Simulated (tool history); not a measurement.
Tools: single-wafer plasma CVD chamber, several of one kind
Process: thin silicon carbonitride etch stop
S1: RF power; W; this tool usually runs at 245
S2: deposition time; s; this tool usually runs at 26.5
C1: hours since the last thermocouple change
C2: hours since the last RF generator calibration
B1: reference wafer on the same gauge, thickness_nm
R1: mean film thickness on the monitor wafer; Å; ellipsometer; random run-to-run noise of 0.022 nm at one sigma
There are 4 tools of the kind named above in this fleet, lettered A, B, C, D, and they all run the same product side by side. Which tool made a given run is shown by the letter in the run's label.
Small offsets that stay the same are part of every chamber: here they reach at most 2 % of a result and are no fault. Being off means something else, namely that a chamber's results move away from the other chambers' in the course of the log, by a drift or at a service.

run    day   S1    S2      C1      C2      B1      R1
 1B  0.125  245  26.5    1070   122.2  19.199  161.28
 2D  0.271  245  26.5   973.8   308.5   19.21   160.1
 3A  0.392  245  26.5   251.5   952.1  19.213  163.23
 4C  0.592  245  26.5  1157.9   425.2  19.217   159.1
 5B  0.762  245  26.5  1085.3   137.5   19.21   161.3
 6D  0.862  245  26.5     988   322.7  19.224  159.62
 7C  1.033  245  26.5  1168.5   435.8  19.224  159.32
 8A  1.175  245  26.5   270.3   970.9  19.218  163.13
 9A  1.392  200  28.5   275.5   976.1  19.224  165.01
10C  1.596  200  28.5    1182   449.3  19.223  161.12
11B  1.762  200  28.5  1109.3   161.5  19.224  163.05
12D    1.9  200  28.5  1012.9   347.6  19.236  162.31
13A  2.012  245  26.5   290.4     991  19.234  163.07
14D  2.188  245  26.5  1019.8   354.5  19.246  160.57
15C  2.354  275  22.2  1200.2   467.5  19.245  138.44
16B  2.508  275  22.2  1127.2   179.4  19.245     140
17C  2.671  275  22.2  1207.8   475.1  19.252   138.5
18A  2.796  275  22.2   309.2  1009.8  19.255  141.72
19B  2.917  245  26.5    1137   189.2  19.259  161.76
20D  3.025  245  26.5  1039.9   374.6  19.259  160.45
21C  3.212  245  26.5  1220.8   488.1   19.26  159.74
22B  3.317  245  26.5  1146.6   198.8   19.26  161.73
23A  3.417  245  26.5   324.1  1024.7  19.268  163.09
24D  3.583  245  26.5  1053.3     388  19.268  160.78
25C  3.675  245  26.5  1231.9   499.2  19.268  159.88
26A  3.825  245  26.5   333.9  1034.5   19.28  163.75
27B  3.996  245  26.5  1162.9   215.1  19.279  161.97
28D  4.092  245  26.5  1065.5   400.2  19.281  160.59
29A  4.262  245  26.5   344.4    1045  19.287  163.46
30C  4.467  245  26.5  1250.9   518.2  19.281  160.03
     4.496  -- chamber D: thermocouple changed; heater temperature recalibrated
31D    4.6  245  26.5     2.5   412.4  19.288  160.89
32B  4.775  245  26.5  1181.6   233.8  19.289   162.2
33B  4.971  245  26.5  1186.3   238.5  19.295  161.91
34C  5.146  245  26.5  1267.2   534.5  19.305  160.33
35A  5.308  245  26.5   369.5  1070.1  19.302  163.76
36D  5.488  245  26.5    23.8   433.7  19.303  160.52

For the next run the whole fleet of 4 chambers uses the same settings. Give each chamber's results:
37A  5.642  245  26.5               ?
37B  5.642  245  26.5               ?
37C  5.642  245  26.5               ?
37D  5.642  245  26.5               ?

run      R1
37A   163.9
37B  162.06
37C   160.1
37D  161.35
